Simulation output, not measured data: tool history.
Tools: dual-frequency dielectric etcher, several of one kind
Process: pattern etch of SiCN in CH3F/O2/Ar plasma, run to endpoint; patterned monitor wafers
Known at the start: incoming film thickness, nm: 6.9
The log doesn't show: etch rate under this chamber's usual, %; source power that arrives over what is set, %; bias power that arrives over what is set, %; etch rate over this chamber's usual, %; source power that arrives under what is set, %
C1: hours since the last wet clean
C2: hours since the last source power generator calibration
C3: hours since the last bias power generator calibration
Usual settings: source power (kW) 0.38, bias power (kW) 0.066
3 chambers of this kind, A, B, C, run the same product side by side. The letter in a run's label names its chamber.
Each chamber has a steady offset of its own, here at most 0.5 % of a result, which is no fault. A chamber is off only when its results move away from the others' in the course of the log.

-- hour=0.3 chamber A: wet clean of the chamber
run 1A hour=9.1 | source_power_(kW)=0.38 bias_power_(kW)=0.066 | C1=8.8 C2=1939.6 C3=301.4 | endpoint_time_(s)=19.437
run 2C hour=16.3 | source_power_(kW)=0.38 bias_power_(kW)=0.066 | C1=511.4 C2=1992.8 C3=3233.3 | endpoint_time_(s)=19.508
run 3B hour=26 | source_power_(kW)=0.38 bias_power_(kW)=0.066 | C1=181.5 C2=1622.7 C3=2947.1 | endpoint_time_(s)=19.259
run 4B hour=33.8 | source_power_(kW)=0.38 bias_power_(kW)=0.066 | C1=189.3 C2=1630.5 C3=2954.9 | endpoint_time_(s)=19.408
-- hour=38.5 chamber C: wet clean of the chamber
run 5A hour=40.8 | source_power_(kW)=0.38 bias_power_(kW)=0.066 | C1=40.5 C2=1971.3 C3=333.1 | endpoint_time_(s)=19.326
run 6C hour=48.7 | source_power_(kW)=0.41 bias_power_(kW)=0.066 | C1=10.2 C2=2025.2 C3=3265.7 | endpoint_time_(s)=18.703
run 7C hour=57.4 | source_power_(kW)=0.41 bias_power_(kW)=0.066 | C1=18.9 C2=2033.9 C3=3274.4 | endpoint_time_(s)=18.812
run 8B hour=64.8 | source_power_(kW)=0.41 bias_power_(kW)=0.066 | C1=220.3 C2=1661.5 C3=2985.9 | endpoint_time_(s)=18.802
run 9A hour=69.2 | source_power_(kW)=0.38 bias_power_(kW)=0.066 | C1=68.9 C2=1999.7 C3=361.5 | endpoint_time_(s)=19.254
run 10A hour=77.6 | source_power_(kW)=0.38 bias_power_(kW)=0.066 | C1=77.3 C2=2008.1 C3=369.9 | endpoint_time_(s)=19.36
run 11C hour=82.5 | source_power_(kW)=0.44 bias_power_(kW)=0.066 | C1=44 C2=2059 C3=3299.5 | endpoint_time_(s)=18.357
run 12B hour=87.1 | source_power_(kW)=0.44 bias_power_(kW)=0.066 | C1=242.6 C2=1683.8 C3=3008.2 | endpoint_time_(s)=18.225
run 13A hour=93.8 | source_power_(kW)=0.44 bias_power_(kW)=0.066 | C1=93.5 C2=2024.3 C3=386.1 | endpoint_time_(s)=18.286
run 14B hour=102 | source_power_(kW)=0.44 bias_power_(kW)=0.071 | C1=257.5 C2=1698.7 C3=3023.1 | endpoint_time_(s)=17.707
run 15C hour=108 | source_power_(kW)=0.44 bias_power_(kW)=0.071 | C1=69.5 C2=2084.5 C3=3325 | endpoint_time_(s)=17.953
run 16A hour=113.2 | source_power_(kW)=0.44 bias_power_(kW)=0.071 | C1=112.9 C2=2043.7 C3=405.5 | endpoint_time_(s)=17.806
run 17B hour=121.9 | source_power_(kW)=0.38 bias_power_(kW)=0.066 | C1=277.4 C2=1718.6 C3=3043 | endpoint_time_(s)=19.157
run 18C hour=129.4 | source_power_(kW)=0.38 bias_power_(kW)=0.066 | C1=90.9 C2=2105.9 C3=3346.4 | endpoint_time_(s)=19.419
run 19B hour=138.9 | source_power_(kW)=0.38 bias_power_(kW)=0.066 | C1=294.4 C2=1735.6 C3=3060 | endpoint_time_(s)=19.07
run 20C hour=147.8 | source_power_(kW)=0.38 bias_power_(kW)=0.066 | C1=109.3 C2=2124.3 C3=3364.8 | endpoint_time_(s)=19.341
run 21A hour=155.2 | source_power_(kW)=0.38 bias_power_(kW)=0.066 | C1=154.9 C2=2085.7 C3=447.5 | endpoint_time_(s)=19.314
run 22B hour=164.2 | source_power_(kW)=0.38 bias_power_(kW)=0.066 | C1=319.7 C2=1760.9 C3=3085.3 | endpoint_time_(s)=19.1
run 23C hour=171.3 | source_power_(kW)=0.38 bias_power_(kW)=0.066 | C1=132.8 C2=2147.8 C3=3388.3 | endpoint_time_(s)=19.309
run 24A hour=177.4 | source_power_(kW)=0.38 bias_power_(kW)=0.066 | C1=177.1 C2=2107.9 C3=469.7 | endpoint_time_(s)=19.366
run 25B hour=182.5 | source_power_(kW)=0.38 bias_power_(kW)=0.066 | C1=338 C2=1779.2 C3=3103.6 | endpoint_time_(s)=19.072
run 26A hour=192.2 | source_power_(kW)=0.38 bias_power_(kW)=0.066 | C1=191.9 C2=2122.7 C3=484.5 | endpoint_time_(s)=19.385
run 27C hour=201.4 | source_power_(kW)=0.38 bias_power_(kW)=0.066 | C1=162.9 C2=2177.9 C3=3418.4 | endpoint_time_(s)=19.376
run 28A hour=208.7 | source_power_(kW)=0.38 bias_power_(kW)=0.066 | C1=208.4 C2=2139.2 C3=501 | endpoint_time_(s)=19.409
run 29C hour=214.4 | source_power_(kW)=0.38 bias_power_(kW)=0.066 | C1=175.9 C2=2190.9 C3=3431.4 | endpoint_time_(s)=19.29
run 30B hour=223.1 | source_power_(kW)=0.38 bias_power_(kW)=0.066 | C1=378.6 C2=1819.8 C3=3144.2 | endpoint_time_(s)=18.946
run 31C hour=232.7 | source_power_(kW)=0.38 bias_power_(kW)=0.066 | C1=194.2 C2=2209.2 C3=3449.7 | endpoint_time_(s)=19.382
run 32A hour=242.2 | source_power_(kW)=0.38 bias_power_(kW)=0.066 | C1=241.9 C2=2172.7 C3=534.5 | endpoint_time_(s)=19.405
run 33B hour=251.6 | source_power_(kW)=0.38 bias_power_(kW)=0.066 | C1=407.1 C2=1848.3 C3=3172.7 | endpoint_time_(s)=18.878
run 34C hour=257 | source_power_(kW)=0.38 bias_power_(kW)=0.066 | C1=218.5 C2=2233.5 C3=3474 | endpoint_time_(s)=19.363
run 35A hour=262.8 | source_power_(kW)=0.38 bias_power_(kW)=0.066 | C1=262.5 C2=2193.3 C3=555.1 | endpoint_time_(s)=19.388
run 36B hour=268.3 | source_power_(kW)=0.38 bias_power_(kW)=0.066 | C1=423.8 C2=1865 C3=3189.4 | endpoint_time_(s)=18.878
run 37C hour=275.5 | source_power_(kW)=0.38 bias_power_(kW)=0.066 | C1=237 C2=2252 C3=3492.5 | endpoint_time_(s)=19.488
run 38A hour=281.6 | source_power_(kW)=0.34 bias_power_(kW)=0.066 | C1=281.3 C2=2212.1 C3=573.9 | endpoint_time_(s)=20.153
run 39B hour=291.1 | source_power_(kW)=0.34 bias_power_(kW)=0.066 | C1=446.6 C2=1887.8 C3=3212.2 | endpoint_time_(s)=19.527

What goes on in this fleet: one chamber off, a drifting gauge, or nothing beyond the chambers' own small offsets? Name the chamber and the cause, if any.

Chamber B drifts away from the others.
Cause: etch rate over this chamber's usual, % = 3.04.

Here are 4 candidates for chamber B's next run, each the usual settings with a change, their results left as question marks. Which one brings its results back in line with what the others give on the usual settings?
In line means no further than this from the other chambers' mean on the usual settings: endpoint time (s) 0.24
run 40B-1 hour=298.3 | source_power_(kW)=0.35 bias_power_(kW)=0.066 | endpoint_time_(s)=?
run 40B-2 hour=298.3 | source_power_(kW)=0.4 bias_power_(kW)=0.068 | endpoint_time_(s)=?
run 40B-3 hour=298.3 | source_power_(kW)=0.38 bias_power_(kW)=0.056 | endpoint_time_(s)=?
run 40B-4 hour=298.3 | source_power_(kW)=0.44 bias_power_(kW)=0.066 | endpoint_time_(s)=?

The other chambers' mean on the usual settings: endpoint time (s) 19.36
run=40B-1 endpoint_time_(s)=19.315
run=40B-2 endpoint_time_(s)=18.161
run=40B-3 endpoint_time_(s)=19.815
run=40B-4 endpoint_time_(s)=17.695
40B-1 brings the chamber back in line.
